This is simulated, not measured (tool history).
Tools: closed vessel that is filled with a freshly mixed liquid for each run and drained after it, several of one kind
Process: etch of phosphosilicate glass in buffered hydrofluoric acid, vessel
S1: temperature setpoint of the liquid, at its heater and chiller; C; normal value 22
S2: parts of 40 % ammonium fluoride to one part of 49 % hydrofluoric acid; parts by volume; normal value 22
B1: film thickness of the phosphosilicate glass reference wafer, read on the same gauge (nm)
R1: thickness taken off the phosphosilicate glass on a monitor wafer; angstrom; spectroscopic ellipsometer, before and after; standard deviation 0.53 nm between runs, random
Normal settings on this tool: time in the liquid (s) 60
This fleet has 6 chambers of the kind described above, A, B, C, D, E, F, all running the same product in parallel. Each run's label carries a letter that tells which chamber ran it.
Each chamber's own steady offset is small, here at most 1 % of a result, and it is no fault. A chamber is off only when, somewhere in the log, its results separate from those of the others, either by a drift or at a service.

Run 1A, day 0.438: usual settings; B1 30.028. Result: R1 769.29 angstrom.
Run 2C, day 1.038: usual settings; B1 30.027. Result: R1 779.84 angstrom.
Run 3B, day 1.542: usual settings; B1 30.017. Result: R1 773.09 angstrom.
Run 4F, day 1.921: usual settings; B1 30.016. Result: R1 761.5 angstrom.
Run 5D, day 2.492: usual settings; B1 29.994. Result: R1 781.27 angstrom.
Run 6E, day 2.925: usual settings but S2 18.5 parts by volume, time in the liquid (s) 85; B1 29.987. Result: R1 1267.8 angstrom.
Run 7E, day 3.283: usual settings but S2 18.5 parts by volume, time in the liquid (s) 85; B1 30.032. Result: R1 1278.4 angstrom.
Run 8D, day 3.838: usual settings but S2 18.5 parts by volume, time in the liquid (s) 85; B1 29.965. Result: R1 1265.8 angstrom.
Run 9B, day 4.275: usual settings but S2 18.5 parts by volume, time in the liquid (s) 85; B1 29.967. Result: R1 1272.9 angstrom.
Run 10C, day 4.6: usual settings but S2 18.5 parts by volume, time in the liquid (s) 85; B1 30.016. Result: R1 1254.5 angstrom.
Run 11A, day 4.958: usual settings but S2 18.5 parts by volume, time in the liquid (s) 85; B1 29.986. Result: R1 1252.7 angstrom.
Run 12F, day 5.354: usual settings; B1 30.023. Result: R1 761.4 angstrom.
Run 13C, day 5.825: usual settings; B1 30.065. Result: R1 766.33 angstrom.
Run 14A, day 6.362: usual settings; B1 29.989. Result: R1 769.78 angstrom.
Run 15B, day 6.696: usual settings; B1 30.007. Result: R1 771.66 angstrom.
Run 16E, day 6.962: usual settings; B1 30.035. Result: R1 784.18 angstrom.
Run 17D, day 7.517: usual settings; B1 30.003. Result: R1 785.36 angstrom.
Run 18F, day 8.121: usual settings but S2 19 parts by volume; B1 29.99. Result: R1 842.3 angstrom.
At day 8.242: chamber B: hydrofluoric acid flow meter replaced.
Run 19B, day 8.421: usual settings but S2 19 parts by volume; B1 29.989. Result: R1 869.15 angstrom.
Run 20C, day 8.817: usual settings but S2 19 parts by volume; B1 29.992. Result: R1 864.18 angstrom.
Run 21E, day 9.308: usual settings but S2 19 parts by volume; B1 30.002. Result: R1 886.52 angstrom.
Run 22F, day 9.638: usual settings but S2 19 parts by volume; B1 30.008. Result: R1 828.04 angstrom.
Run 23A, day 10.029: usual settings but S2 19 parts by volume; B1 29.982. Result: R1 862.7 angstrom.
Run 24D, day 10.596: usual settings; B1 29.963. Result: R1 784.63 angstrom.
Run 25A, day 10.929: usual settings; B1 30.045. Result: R1 770.69 angstrom.
Run 26D, day 11.429: usual settings; B1 29.966. Result: R1 781.28 angstrom.
Run 27F, day 12.029: usual settings; B1 30.02. Result: R1 722.75 angstrom.
Run 28C, day 12.583: usual settings; B1 30.011. Result: R1 779.93 angstrom.
Run 29E, day 13.188: usual settings; B1 29.979. Result: R1 774.46 angstrom.
Run 30B, day 13.621: usual settings; B1 30.044. Result: R1 779.84 angstrom.
At day 13.879: chamber C: thermometer replaced.
Run 31E, day 13.888: usual settings; B1 30.002. Result: R1 778.7 angstrom.
Run 32D, day 14.175: usual settings but S1 17 C; B1 30.021. Result: R1 589.31 angstrom.
Run 33F, day 14.7: usual settings but S1 17 C; B1 30.053. Result: R1 533.67 angstrom.
Run 34A, day 15.117: usual settings but S1 17 C; B1 30.04. Result: R1 584.88 angstrom.
Run 35B, day 15.404: usual settings but S1 17 C; B1 29.964. Result: R1 590.31 angstrom.
Run 36C, day 15.796: usual settings but S1 17 C; B1 29.993. Result: R1 584.71 angstrom.
Run 37D, day 16.096: usual settings but S1 17 C; B1 30.033. Result: R1 587.46 angstrom.

Each of the 6 chambers runs these same settings next. Fill in every chamber's results:
Run 38A, day 16.529: usual settings. Result: R1 ?.
Run 38B, day 16.529: usual settings. Result: R1 ?.
Run 38C, day 16.529: usual settings. Result: R1 ?.
Run 38D, day 16.529: usual settings. Result: R1 ?.
Run 38E, day 16.529: usual settings. Result: R1 ?.
Run 38F, day 16.529: usual settings. Result: R1 ?.

run      R1
38A  765.17
38B  777.85
38C  777.33
38D  784.17
38E  769.55
38F  710.24
